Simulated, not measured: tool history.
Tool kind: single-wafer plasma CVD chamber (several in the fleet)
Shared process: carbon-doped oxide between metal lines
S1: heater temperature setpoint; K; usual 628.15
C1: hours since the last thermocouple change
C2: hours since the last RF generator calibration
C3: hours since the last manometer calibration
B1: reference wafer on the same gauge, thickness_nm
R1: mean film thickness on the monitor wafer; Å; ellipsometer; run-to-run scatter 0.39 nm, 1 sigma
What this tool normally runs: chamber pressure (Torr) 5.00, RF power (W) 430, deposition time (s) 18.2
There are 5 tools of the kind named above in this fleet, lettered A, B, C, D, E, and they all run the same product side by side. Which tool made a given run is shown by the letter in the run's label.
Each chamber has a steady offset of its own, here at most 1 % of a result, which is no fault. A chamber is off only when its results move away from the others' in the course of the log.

{"run": "1B", "hour": 10.0, "S1": 628.15, "chamber pressure (Torr)": 5.0, "RF power (W)": 430, "deposition time (s)": 18.2, "C1": 1243.5, "C2": 339.1, "C3": 362.7, "B1": 87.086, "R1": 825.26}
{"run": "2D", "hour": 15.9, "S1": 628.15, "chamber pressure (Torr)": 5.0, "RF power (W)": 430, "deposition time (s)": 18.2, "C1": 2184.1, "C2": 282.7, "C3": 256.6, "B1": 87.216, "R1": 836.17}
{"run": "3C", "hour": 25.4, "S1": 628.15, "chamber pressure (Torr)": 5.0, "RF power (W)": 430, "deposition time (s)": 18.2, "C1": 1582.2, "C2": 1112.5, "C3": 628.8, "B1": 87.145, "R1": 834.27}
{"run": "4E", "hour": 31.1, "S1": 628.15, "chamber pressure (Torr)": 5.0, "RF power (W)": 430, "deposition time (s)": 18.2, "C1": 1305.2, "C2": 999.7, "C3": 1773.2, "B1": 87.195, "R1": 838.64}
{"run": "5A", "hour": 40.1, "S1": 628.15, "chamber pressure (Torr)": 5.0, "RF power (W)": 430, "deposition time (s)": 18.2, "C1": 699.4, "C2": 437.8, "C3": 1176.7, "B1": 87.238, "R1": 833.54}
{"run": "6A", "hour": 48.7, "S1": 628.15, "chamber pressure (Torr)": 5.71, "RF power (W)": 430, "deposition time (s)": 18.2, "C1": 708.0, "C2": 446.4, "C3": 1185.3, "B1": 87.149, "R1": 852.24}
{"run": "7B", "hour": 55.8, "S1": 628.15, "chamber pressure (Torr)": 5.71, "RF power (W)": 430, "deposition time (s)": 18.2, "C1": 1289.3, "C2": 384.9, "C3": 408.5, "B1": 87.12, "R1": 843.3}
{"run": "8C", "hour": 66.1, "S1": 628.15, "chamber pressure (Torr)": 5.71, "RF power (W)": 430, "deposition time (s)": 18.2, "C1": 1622.9, "C2": 1153.2, "C3": 669.5, "B1": 87.184, "R1": 841.84}
{"run": "9D", "hour": 73.3, "S1": 628.15, "chamber pressure (Torr)": 5.71, "RF power (W)": 430, "deposition time (s)": 18.2, "C1": 2241.5, "C2": 340.1, "C3": 314.0, "B1": 87.267, "R1": 837.91}
{"run": "10E", "hour": 85.0, "S1": 628.15, "chamber pressure (Torr)": 5.71, "RF power (W)": 430, "deposition time (s)": 18.2, "C1": 1359.1, "C2": 1053.6, "C3": 1827.1, "B1": 87.132, "R1": 857.01}
{"run": "11C", "hour": 96.9, "S1": 628.15, "chamber pressure (Torr)": 5.0, "RF power (W)": 430, "deposition time (s)": 18.2, "C1": 1653.7, "C2": 1184.0, "C3": 700.3, "B1": 87.153, "R1": 824.92}
{"run": "12E", "hour": 108.1, "S1": 628.15, "chamber pressure (Torr)": 5.0, "RF power (W)": 430, "deposition time (s)": 18.2, "C1": 1382.2, "C2": 1076.7, "C3": 1850.2, "B1": 87.236, "R1": 835.63}
{"run": "13B", "hour": 117.8, "S1": 628.15, "chamber pressure (Torr)": 5.0, "RF power (W)": 430, "deposition time (s)": 18.2, "C1": 1351.3, "C2": 446.9, "C3": 470.5, "B1": 87.23, "R1": 829.2}
{"run": "14A", "hour": 127.0, "S1": 628.15, "chamber pressure (Torr)": 5.0, "RF power (W)": 430, "deposition time (s)": 18.2, "C1": 786.3, "C2": 524.7, "C3": 1263.6, "B1": 87.179, "R1": 839.02}
{"run": "15D", "hour": 133.8, "S1": 628.15, "chamber pressure (Torr)": 5.0, "RF power (W)": 430, "deposition time (s)": 18.2, "C1": 2302.0, "C2": 400.6, "C3": 374.5, "B1": 87.215, "R1": 813.66}
{"run": "16C", "hour": 139.6, "S1": 628.15, "chamber pressure (Torr)": 5.0, "RF power (W)": 430, "deposition time (s)": 16.3, "C1": 1696.4, "C2": 1226.7, "C3": 743.0, "B1": 87.13, "R1": 749.97}
{"run": "17B", "hour": 144.9, "S1": 628.15, "chamber pressure (Torr)": 5.0, "RF power (W)": 430, "deposition time (s)": 16.3, "C1": 1378.4, "C2": 474.0, "C3": 497.6, "B1": 87.204, "R1": 741.76}
{"run": "18A", "hour": 150.9, "S1": 628.15, "chamber pressure (Torr)": 5.0, "RF power (W)": 430, "deposition time (s)": 16.3, "C1": 810.2, "C2": 548.6, "C3": 1287.5, "B1": 87.087, "R1": 754.93}
{"run": "19D", "hour": 162.3, "S1": 628.15, "chamber pressure (Torr)": 5.0, "RF power (W)": 430, "deposition time (s)": 16.3, "C1": 2330.5, "C2": 429.1, "C3": 403.0, "B1": 87.286, "R1": 732.59}
{"run": "20E", "hour": 173.7, "S1": 628.15, "chamber pressure (Torr)": 5.0, "RF power (W)": 430, "deposition time (s)": 16.3, "C1": 1447.8, "C2": 1142.3, "C3": 1915.8, "B1": 87.217, "R1": 756.34}
{"run": "21B", "hour": 184.3, "S1": 628.15, "chamber pressure (Torr)": 5.0, "RF power (W)": 430, "deposition time (s)": 18.2, "C1": 1417.8, "C2": 513.4, "C3": 537.0, "B1": 87.144, "R1": 832.39}
{"run": "22A", "hour": 193.8, "S1": 628.15, "chamber pressure (Torr)": 5.0, "RF power (W)": 430, "deposition time (s)": 18.2, "C1": 853.1, "C2": 591.5, "C3": 1330.4, "B1": 87.268, "R1": 837.1}
{"run": "23E", "hour": 201.4, "S1": 628.15, "chamber pressure (Torr)": 5.0, "RF power (W)": 430, "deposition time (s)": 18.2, "C1": 1475.5, "C2": 1170.0, "C3": 1943.5, "B1": 87.184, "R1": 836.23}
{"run": "24D", "hour": 212.7, "S1": 615.15, "chamber pressure (Torr)": 5.0, "RF power (W)": 430, "deposition time (s)": 18.2, "C1": 2380.9, "C2": 479.5, "C3": 453.4, "B1": 87.209, "R1": 839.59}
{"hour": 214.4, "done": "chamber B: thermocouple changed; heater temperature recalibrated"}
{"run": "25C", "hour": 218.8, "S1": 615.15, "chamber pressure (Torr)": 5.0, "RF power (W)": 430, "deposition time (s)": 18.2, "C1": 1775.6, "C2": 1305.9, "C3": 822.2, "B1": 87.147, "R1": 860.68}
{"run": "26D", "hour": 224.6, "S1": 615.15, "chamber pressure (Torr)": 5.0, "RF power (W)": 430, "deposition time (s)": 18.2, "C1": 2392.8, "C2": 491.4, "C3": 465.3, "B1": 87.149, "R1": 839.25}
{"run": "27A", "hour": 234.6, "S1": 615.15, "chamber pressure (Torr)": 5.0, "RF power (W)": 430, "deposition time (s)": 18.2, "C1": 893.9, "C2": 632.3, "C3": 1371.2, "B1": 87.095, "R1": 872.68}
{"run": "28E", "hour": 243.6, "S1": 615.15, "chamber pressure (Torr)": 5.0, "RF power (W)": 430, "deposition time (s)": 18.2, "C1": 1517.7, "C2": 1212.2, "C3": 1985.7, "B1": 87.104, "R1": 873.9}
{"run": "29B", "hour": 249.4, "S1": 628.15, "chamber pressure (Torr)": 5.0, "RF power (W)": 430, "deposition time (s)": 18.2, "C1": 35.1, "C2": 578.5, "C3": 602.1, "B1": 87.191, "R1": 828.72}
{"run": "30C", "hour": 255.2, "S1": 628.15, "chamber pressure (Torr)": 5.0, "RF power (W)": 430, "deposition time (s)": 18.2, "C1": 1812.0, "C2": 1342.3, "C3": 858.6, "B1": 87.199, "R1": 831.15}
{"hour": 265.1, "done": "chamber C: thermocouple changed; heater temperature recalibrated"}
{"run": "31B", "hour": 265.3, "S1": 628.15, "chamber pressure (Torr)": 4.04, "RF power (W)": 460, "deposition time (s)": 18.2, "C1": 51.0, "C2": 594.4, "C3": 618.0, "B1": 87.215, "R1": 850.27}
{"run": "32C", "hour": 276.7, "S1": 628.15, "chamber pressure (Torr)": 4.04, "RF power (W)": 460, "deposition time (s)": 18.2, "C1": 11.6, "C2": 1363.8, "C3": 880.1, "B1": 87.262, "R1": 850.37}
{"run": "33D", "hour": 286.0, "S1": 628.15, "chamber pressure (Torr)": 4.04, "RF power (W)": 460, "deposition time (s)": 18.2, "C1": 2454.2, "C2": 552.8, "C3": 526.7, "B1": 87.128, "R1": 813.95}
{"run": "34E", "hour": 294.7, "S1": 628.15, "chamber pressure (Torr)": 4.04, "RF power (W)": 460, "deposition time (s)": 18.2, "C1": 1568.8, "C2": 1263.3, "C3": 2036.8, "B1": 87.181, "R1": 856.18}
{"run": "35A", "hour": 302.7, "S1": 628.15, "chamber pressure (Torr)": 4.04, "RF power (W)": 460, "deposition time (s)": 18.2, "C1": 962.0, "C2": 700.4, "C3": 1439.3, "B1": 87.138, "R1": 855.23}
{"run": "36D", "hour": 310.8, "S1": 628.15, "chamber pressure (Torr)": 4.48, "RF power (W)": 470, "deposition time (s)": 18.2, "C1": 2479.0, "C2": 577.6, "C3": 551.5, "B1": 87.179, "R1": 837.36}
{"run": "37E", "hour": 317.3, "S1": 628.15, "chamber pressure (Torr)": 4.48, "RF power (W)": 470, "deposition time (s)": 18.2, "C1": 1591.4, "C2": 1285.9, "C3": 2059.4, "B1": 87.174, "R1": 877.99}

Has any chamber moved away from the others, gradually or after a service, or does the common gauge drift, or do the chambers differ only by their own small steady offsets? State the chamber and the most likely cause if one applies.

Chamber D drifts away from the others.
Likeliest cause: delivered RF power below the setpoint (%) = 6.51.

Which of the 4 candidates below, each the usual settings with something changed and its results left as question marks, puts chamber D back in line with what the other chambers give on the usual settings?
A result is in line if it is within this distance of the other chambers' mean on the usual settings: R1 14.00 Å
{"run": "38D-1", "hour": 325.7, "S1": 628.15, "chamber pressure (Torr)": 4.98, "RF power (W)": 425, "deposition time (s)": 17.9, "R1": "?"}
{"run": "38D-2", "hour": 325.7, "S1": 627.15, "chamber pressure (Torr)": 5.0, "RF power (W)": 430, "deposition time (s)": 19.1, "R1": "?"}
{"run": "38D-3", "hour": 325.7, "S1": 628.15, "chamber pressure (Torr)": 5.02, "RF power (W)": 435, "deposition time (s)": 18.5, "R1": "?"}
{"run": "38D-4", "hour": 325.7, "S1": 629.15, "chamber pressure (Torr)": 5.0, "RF power (W)": 400, "deposition time (s)": 18.2, "R1": "?"}

Other chambers, usual settings, mean: R1 835.27 Å
run=38D-1 R1=770.92
run=38D-2 R1=831.53
run=38D-3 R1=811.06
run=38D-4 R1=747.01
38D-2 is the one that brings the chamber's results back in line with the other chambers.
